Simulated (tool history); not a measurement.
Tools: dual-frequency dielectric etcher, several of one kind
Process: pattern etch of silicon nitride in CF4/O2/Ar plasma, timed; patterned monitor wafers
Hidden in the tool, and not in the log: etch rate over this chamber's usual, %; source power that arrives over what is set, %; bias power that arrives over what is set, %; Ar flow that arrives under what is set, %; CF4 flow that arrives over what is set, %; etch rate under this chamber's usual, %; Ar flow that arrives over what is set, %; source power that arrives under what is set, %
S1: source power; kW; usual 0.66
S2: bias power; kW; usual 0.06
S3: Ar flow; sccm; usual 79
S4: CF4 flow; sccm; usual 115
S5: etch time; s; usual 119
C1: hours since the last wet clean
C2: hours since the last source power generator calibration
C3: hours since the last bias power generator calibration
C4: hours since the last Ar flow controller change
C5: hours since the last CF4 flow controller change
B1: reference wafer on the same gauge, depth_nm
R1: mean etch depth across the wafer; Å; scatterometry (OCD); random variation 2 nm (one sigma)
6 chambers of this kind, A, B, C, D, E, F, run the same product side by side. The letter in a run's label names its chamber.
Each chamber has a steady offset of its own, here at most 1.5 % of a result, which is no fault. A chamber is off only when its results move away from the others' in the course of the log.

{"run": "1A", "hour": 2.2, "S1": 0.66, "S2": 0.06, "S3": 79, "S4": 115, "S5": 119, "C1": 125.3, "C2": 1801.6, "C3": 1687.4, "C4": 1038.4, "C5": 1807.9, "B1": 261.76, "R1": 3201.1}
{"run": "2C", "hour": 5.8, "S1": 0.66, "S2": 0.06, "S3": 79, "S4": 115, "S5": 119, "C1": 174.1, "C2": 1015.9, "C3": 124.7, "C4": 1846.2, "C5": 2721.7, "B1": 262.16, "R1": 3207.4}
{"run": "3F", "hour": 8.8, "S1": 0.66, "S2": 0.06, "S3": 79, "S4": 115, "S5": 119, "C1": 544.4, "C2": 955.2, "C3": 4277.3, "C4": 2427.6, "C5": 387.3, "B1": 261.98, "R1": 3196.9}
{"run": "4B", "hour": 12.5, "S1": 0.66, "S2": 0.06, "S3": 79, "S4": 115, "S5": 119, "C1": 387.4, "C2": 401.8, "C3": 31.3, "C4": 2349.5, "C5": 4532.3, "B1": 262.16, "R1": 3266.2}
{"hour": 14.8, "done": "chamber A: bias power generator calibrated"}
{"run": "5E", "hour": 15.3, "S1": 0.66, "S2": 0.06, "S3": 79, "S4": 115, "S5": 119, "C1": 249.7, "C2": 4045, "C3": 753.1, "C4": 107.1, "C5": 4184.2, "B1": 261.83, "R1": 3212.6}
{"run": "6D", "hour": 17.7, "S1": 0.66, "S2": 0.06, "S3": 79, "S4": 132, "S5": 88.5, "C1": 47, "C2": 277.9, "C3": 3147.9, "C4": 389.2, "C5": 39.2, "B1": 262.27, "R1": 2434.2}
{"run": "7F", "hour": 21.8, "S1": 0.66, "S2": 0.06, "S3": 79, "S4": 132, "S5": 88.5, "C1": 557.4, "C2": 968.2, "C3": 4290.3, "C4": 2440.6, "C5": 400.3, "B1": 262.35, "R1": 2400.2}
{"run": "8E", "hour": 24.9, "S1": 0.66, "S2": 0.06, "S3": 79, "S4": 132, "S5": 88.5, "C1": 259.3, "C2": 4054.6, "C3": 762.7, "C4": 116.7, "C5": 4193.8, "B1": 261.9, "R1": 2425.6}
{"run": "9C", "hour": 29.4, "S1": 0.66, "S2": 0.06, "S3": 79, "S4": 132, "S5": 88.5, "C1": 197.7, "C2": 1039.5, "C3": 148.3, "C4": 1869.8, "C5": 2745.3, "B1": 262.08, "R1": 2449.1}
{"run": "10B", "hour": 32.5, "S1": 0.66, "S2": 0.06, "S3": 79, "S4": 132, "S5": 88.5, "C1": 407.4, "C2": 421.8, "C3": 51.3, "C4": 2369.5, "C5": 4552.3, "B1": 261.78, "R1": 2438.9}
{"run": "11A", "hour": 34.9, "S1": 0.66, "S2": 0.06, "S3": 79, "S4": 132, "S5": 88.5, "C1": 158, "C2": 1834.3, "C3": 20.2, "C4": 1071.1, "C5": 1840.6, "B1": 261.67, "R1": 2408.9}
{"run": "12D", "hour": 38.5, "S1": 0.66, "S2": 0.06, "S3": 79, "S4": 115, "S5": 119, "C1": 67.8, "C2": 298.7, "C3": 3168.7, "C4": 410, "C5": 60, "B1": 261.95, "R1": 3198.9}
{"hour": 40.0, "done": "chamber D: bias power generator calibrated"}
{"run": "13B", "hour": 42.7, "S1": 0.66, "S2": 0.06, "S3": 79, "S4": 115, "S5": 119, "C1": 417.6, "C2": 432, "C3": 61.5, "C4": 2379.7, "C5": 4562.5, "B1": 261.6, "R1": 3264.1}
{"run": "14C", "hour": 45.0, "S1": 0.66, "S2": 0.06, "S3": 79, "S4": 115, "S5": 119, "C1": 213.3, "C2": 1055.1, "C3": 163.9, "C4": 1885.4, "C5": 2760.9, "B1": 262.17, "R1": 3258.3}
{"run": "15F", "hour": 48.2, "S1": 0.66, "S2": 0.06, "S3": 79, "S4": 115, "S5": 119, "C1": 583.8, "C2": 994.6, "C3": 4316.7, "C4": 2467, "C5": 426.7, "B1": 261.57, "R1": 3184.5}
{"run": "16A", "hour": 51.1, "S1": 0.58, "S2": 0.06, "S3": 79, "S4": 87, "S5": 119, "C1": 174.2, "C2": 1850.5, "C3": 36.4, "C4": 1087.3, "C5": 1856.8, "B1": 262.31, "R1": 2823}
{"run": "17E", "hour": 54.3, "S1": 0.58, "S2": 0.06, "S3": 79, "S4": 87, "S5": 119, "C1": 288.7, "C2": 4084, "C3": 792.1, "C4": 146.1, "C5": 4223.2, "B1": 261.61, "R1": 2795.8}
{"run": "18D", "hour": 58.6, "S1": 0.58, "S2": 0.06, "S3": 79, "S4": 87, "S5": 119, "C1": 87.9, "C2": 318.8, "C3": 18.6, "C4": 430.1, "C5": 80.1, "B1": 261.65, "R1": 2801.4}
{"run": "19B", "hour": 61.3, "S1": 0.58, "S2": 0.06, "S3": 79, "S4": 87, "S5": 119, "C1": 436.2, "C2": 450.6, "C3": 80.1, "C4": 2398.3, "C5": 4581.1, "B1": 261.75, "R1": 2809.6}
{"run": "20C", "hour": 64.0, "S1": 0.58, "S2": 0.06, "S3": 79, "S4": 87, "S5": 119, "C1": 232.3, "C2": 1074.1, "C3": 182.9, "C4": 1904.4, "C5": 2779.9, "B1": 262.31, "R1": 2781.2}
{"run": "21D", "hour": 68.2, "S1": 0.58, "S2": 0.06, "S3": 79, "S4": 87, "S5": 119, "C1": 97.5, "C2": 328.4, "C3": 28.2, "C4": 439.7, "C5": 89.7, "B1": 261.88, "R1": 2816}
{"hour": 68.3, "done": "chamber F: wet clean of the chamber"}
{"run": "22E", "hour": 72.8, "S1": 0.66, "S2": 0.06, "S3": 79, "S4": 115, "S5": 119, "C1": 307.2, "C2": 4102.5, "C3": 810.6, "C4": 164.6, "C5": 4241.7, "B1": 262.29, "R1": 3247.3}
{"run": "23F", "hour": 76.1, "S1": 0.58, "S2": 0.06, "S3": 79, "S4": 115, "S5": 119, "C1": 7.8, "C2": 1022.5, "C3": 4344.6, "C4": 2494.9, "C5": 454.6, "B1": 262.26, "R1": 2876.1}
{"run": "24A", "hour": 80.3, "S1": 0.58, "S2": 0.06, "S3": 79, "S4": 115, "S5": 119, "C1": 203.4, "C2": 1879.7, "C3": 65.6, "C4": 1116.5, "C5": 1886, "B1": 261.94, "R1": 2943}
{"run": "25C", "hour": 84.6, "S1": 0.58, "S2": 0.06, "S3": 79, "S4": 115, "S5": 119, "C1": 252.9, "C2": 1094.7, "C3": 203.5, "C4": 1925, "C5": 2800.5, "B1": 261.86, "R1": 2901.1}
{"run": "26E", "hour": 87.0, "S1": 0.58, "S2": 0.06, "S3": 79, "S4": 115, "S5": 119, "C1": 321.4, "C2": 4116.7, "C3": 824.8, "C4": 178.8, "C5": 4255.9, "B1": 262.09, "R1": 2884.7}
{"run": "27F", "hour": 89.4, "S1": 0.58, "S2": 0.06, "S3": 79, "S4": 115, "S5": 119, "C1": 21.1, "C2": 1035.8, "C3": 4357.9, "C4": 2508.2, "C5": 467.9, "B1": 261.89, "R1": 2872.9}
{"run": "28B", "hour": 92.6, "S1": 0.58, "S2": 0.06, "S3": 79, "S4": 115, "S5": 119, "C1": 467.5, "C2": 481.9, "C3": 111.4, "C4": 2429.6, "C5": 4612.4, "B1": 262.13, "R1": 2916.6}
{"run": "29D", "hour": 96.0, "S1": 0.66, "S2": 0.06, "S3": 79, "S4": 115, "S5": 119, "C1": 125.3, "C2": 356.2, "C3": 56, "C4": 467.5, "C5": 117.5, "B1": 261.87, "R1": 3238.1}
{"run": "30A", "hour": 99.3, "S1": 0.66, "S2": 0.06, "S3": 79, "S4": 115, "S5": 119, "C1": 222.4, "C2": 1898.7, "C3": 84.6, "C4": 1135.5, "C5": 1905, "B1": 262.18, "R1": 3327.5}
{"run": "31B", "hour": 102.6, "S1": 0.66, "S2": 0.06, "S3": 79, "S4": 115, "S5": 119, "C1": 477.5, "C2": 491.9, "C3": 121.4, "C4": 2439.6, "C5": 4622.4, "B1": 262, "R1": 3241.7}
{"run": "32C", "hour": 106.4, "S1": 0.66, "S2": 0.06, "S3": 79, "S4": 115, "S5": 119, "C1": 274.7, "C2": 1116.5, "C3": 225.3, "C4": 1946.8, "C5": 2822.3, "B1": 262.15, "R1": 3263.7}
{"run": "33F", "hour": 108.6, "S1": 0.66, "S2": 0.06, "S3": 79, "S4": 115, "S5": 119, "C1": 40.3, "C2": 1055, "C3": 4377.1, "C4": 2527.4, "C5": 487.1, "B1": 262.31, "R1": 3161.9}
{"run": "34E", "hour": 111.5, "S1": 0.66, "S2": 0.06, "S3": 79, "S4": 115, "S5": 119, "C1": 345.9, "C2": 4141.2, "C3": 849.3, "C4": 203.3, "C5": 4280.4, "B1": 262.17, "R1": 3247.3}
{"run": "35D", "hour": 114.8, "S1": 0.66, "S2": 0.06, "S3": 79, "S4": 115, "S5": 119, "C1": 144.1, "C2": 375, "C3": 74.8, "C4": 486.3, "C5": 136.3, "B1": 261.55, "R1": 3212.2}
{"run": "36A", "hour": 119.0, "S1": 0.66, "S2": 0.06, "S3": 79, "S4": 115, "S5": 119, "C1": 242.1, "C2": 1918.4, "C3": 104.3, "C4": 1155.2, "C5": 1924.7, "B1": 262.05, "R1": 3365.1}
{"run": "37B", "hour": 121.1, "S1": 0.66, "S2": 0.067, "S3": 79, "S4": 115, "S5": 119, "C1": 496, "C2": 510.4, "C3": 139.9, "C4": 2458.1, "C5": 4640.9, "B1": 262.28, "R1": 3406.3}
{"run": "38E", "hour": 125.5, "S1": 0.66, "S2": 0.067, "S3": 79, "S4": 115, "S5": 119, "C1": 359.9, "C2": 4155.2, "C3": 863.3, "C4": 217.3, "C5": 4294.4, "B1": 261.75, "R1": 3382.7}
{"run": "39C", "hour": 128.1, "S1": 0.66, "S2": 0.067, "S3": 79, "S4": 115, "S5": 119, "C1": 296.4, "C2": 1138.2, "C3": 247, "C4": 1968.5, "C5": 2844, "B1": 262.25, "R1": 3374.7}

Next, every chamber runs the same settings. What will each give?
{"run": "40A", "hour": 131.4, "S1": 0.66, "S2": 0.06, "S3": 79, "S4": 115, "S5": 119, "R1": "?"}
{"run": "40B", "hour": 131.4, "S1": 0.66, "S2": 0.06, "S3": 79, "S4": 115, "S5": 119, "R1": "?"}
{"run": "40C", "hour": 131.4, "S1": 0.66, "S2": 0.06, "S3": 79, "S4": 115, "S5": 119, "R1": "?"}
{"run": "40D", "hour": 131.4, "S1": 0.66, "S2": 0.06, "S3": 79, "S4": 115, "S5": 119, "R1": "?"}
{"run": "40E", "hour": 131.4, "S1": 0.66, "S2": 0.06, "S3": 79, "S4": 115, "S5": 119, "R1": "?"}
{"run": "40F", "hour": 131.4, "S1": 0.66, "S2": 0.06, "S3": 79, "S4": 115, "S5": 119, "R1": "?"}

run=40A R1=3368.3
run=40B R1=3225.5
run=40C R1=3218.6
run=40D R1=3198.5
run=40E R1=3204.6
run=40F R1=3210.1

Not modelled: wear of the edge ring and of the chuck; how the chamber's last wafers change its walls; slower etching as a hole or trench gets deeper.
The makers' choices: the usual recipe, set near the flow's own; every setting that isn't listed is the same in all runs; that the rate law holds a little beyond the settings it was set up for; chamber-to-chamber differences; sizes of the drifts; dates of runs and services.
